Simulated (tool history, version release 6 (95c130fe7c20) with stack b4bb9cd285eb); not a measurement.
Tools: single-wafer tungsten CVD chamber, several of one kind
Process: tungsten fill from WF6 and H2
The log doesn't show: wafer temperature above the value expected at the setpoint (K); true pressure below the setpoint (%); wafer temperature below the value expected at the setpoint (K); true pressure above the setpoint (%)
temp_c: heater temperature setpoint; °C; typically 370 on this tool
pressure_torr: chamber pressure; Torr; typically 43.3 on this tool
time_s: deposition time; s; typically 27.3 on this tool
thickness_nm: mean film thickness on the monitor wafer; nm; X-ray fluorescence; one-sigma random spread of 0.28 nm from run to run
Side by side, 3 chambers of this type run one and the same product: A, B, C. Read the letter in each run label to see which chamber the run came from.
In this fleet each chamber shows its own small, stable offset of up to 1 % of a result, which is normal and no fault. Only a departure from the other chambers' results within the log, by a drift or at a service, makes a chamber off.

| run | hour | temp_c | pressure_torr | time_s | hours since the last thermocouple change | hours since the last manometer calibration | read-back reference wafer on the same gauge, thickness_nm | thickness_nm |
|---|---|---|---|---|---|---|---|---|
| 1A | 4.2 | 370 | 43.3 | 27.3 | 2280.6 | 256.5 | 48.726 | 51.508 |
| 2B | 10.3 | 370 | 43.3 | 27.3 | 1034.7 | 754.4 | 48.631 | 51.410 |
| 3C | 16.0 | 370 | 43.3 | 27.3 | 1480.7 | 128.8 | 48.679 | 52.023 |
| 4A | 21.2 | 370 | 43.3 | 27.3 | 2297.6 | 273.5 | 48.736 | 52.120 |
| 5C | 25.0 | 370 | 43.3 | 27.3 | 1489.7 | 137.8 | 48.703 | 51.707 |
| 6B | 29.3 | 370 | 43.3 | 27.3 | 1053.7 | 773.4 | 48.698 | 51.865 |
| 7A | 33.2 | 370 | 43.3 | 27.3 | 2309.6 | 285.5 | 48.696 | 51.834 |
| 8C | 36.6 | 370 | 43.3 | 27.3 | 1501.3 | 149.4 | 48.702 | 51.472 |
| 9B | 42.1 | 370 | 43.3 | 24.9 | 1066.5 | 786.2 | 48.708 | 47.221 |
| 10C | 44.9 | 370 | 43.3 | 24.9 | 1509.6 | 157.7 | 48.714 | 47.138 |
| 11B | 49.2 | 370 | 43.3 | 24.9 | 1073.6 | 793.3 | 48.656 | 46.856 |
| 12A | 54.6 | 370 | 43.3 | 27.3 | 2331.0 | 306.9 | 48.714 | 51.824 |
| 13C | 59.8 | 370 | 43.3 | 27.3 | 1524.5 | 172.6 | 48.706 | 52.012 |
| 14A | 63.0 | 370 | 43.3 | 24.5 | 2339.4 | 315.3 | 48.685 | 46.515 |
| 15B | 66.2 | 370 | 43.3 | 24.5 | 1090.6 | 810.3 | 48.720 | 46.693 |
| 16C | 71.6 | 370 | 43.3 | 24.5 | 1536.3 | 184.4 | 48.704 | 47.037 |
| 17B | 76.1 | 370 | 43.3 | 27.3 | 1100.5 | 820.2 | 48.672 | 51.300 |
| 18A | 81.9 | 370 | 43.3 | 27.3 | 2358.3 | 334.2 | 48.761 | 51.660 |
| 19C | 86.3 | 370 | 43.3 | 27.3 | 1551.0 | 199.1 | 48.677 | 52.128 |
| 20B | 90.2 | 370 | 43.3 | 27.3 | 1114.6 | 834.3 | 48.676 | 51.520 |
| 21A | 94.5 | 370 | 43.3 | 27.3 | 2370.9 | 346.8 | 48.696 | 51.900 |
| 22C | 99.6 | 362 | 43.3 | 24.5 | 1564.3 | 212.4 | 48.733 | 38.948 |
| 23A | 102.8 | 362 | 43.3 | 24.5 | 2379.2 | 355.1 | 48.686 | 39.163 |
| 24B | 107.4 | 362 | 43.3 | 24.5 | 1131.8 | 851.5 | 48.670 | 38.891 |
| 25C | 110.7 | 361 | 43.3 | 27.3 | 1575.4 | 223.5 | 48.688 | 42.229 |
| 26B | 116.7 | 361 | 43.3 | 27.3 | 1141.1 | 860.8 | 48.751 | 42.611 |
| 27A | 120.1 | 361 | 43.3 | 27.3 | 2396.5 | 372.4 | 48.683 | 42.638 |

Has any chamber moved away from the others, gradually or after a service, or does the common gauge drift, or do the chambers differ only by their own small steady offsets? State the chamber and the most likely cause if one applies.

Nothing is wrong: each chamber keeps only its own small, steady offset and the gauge holds still.

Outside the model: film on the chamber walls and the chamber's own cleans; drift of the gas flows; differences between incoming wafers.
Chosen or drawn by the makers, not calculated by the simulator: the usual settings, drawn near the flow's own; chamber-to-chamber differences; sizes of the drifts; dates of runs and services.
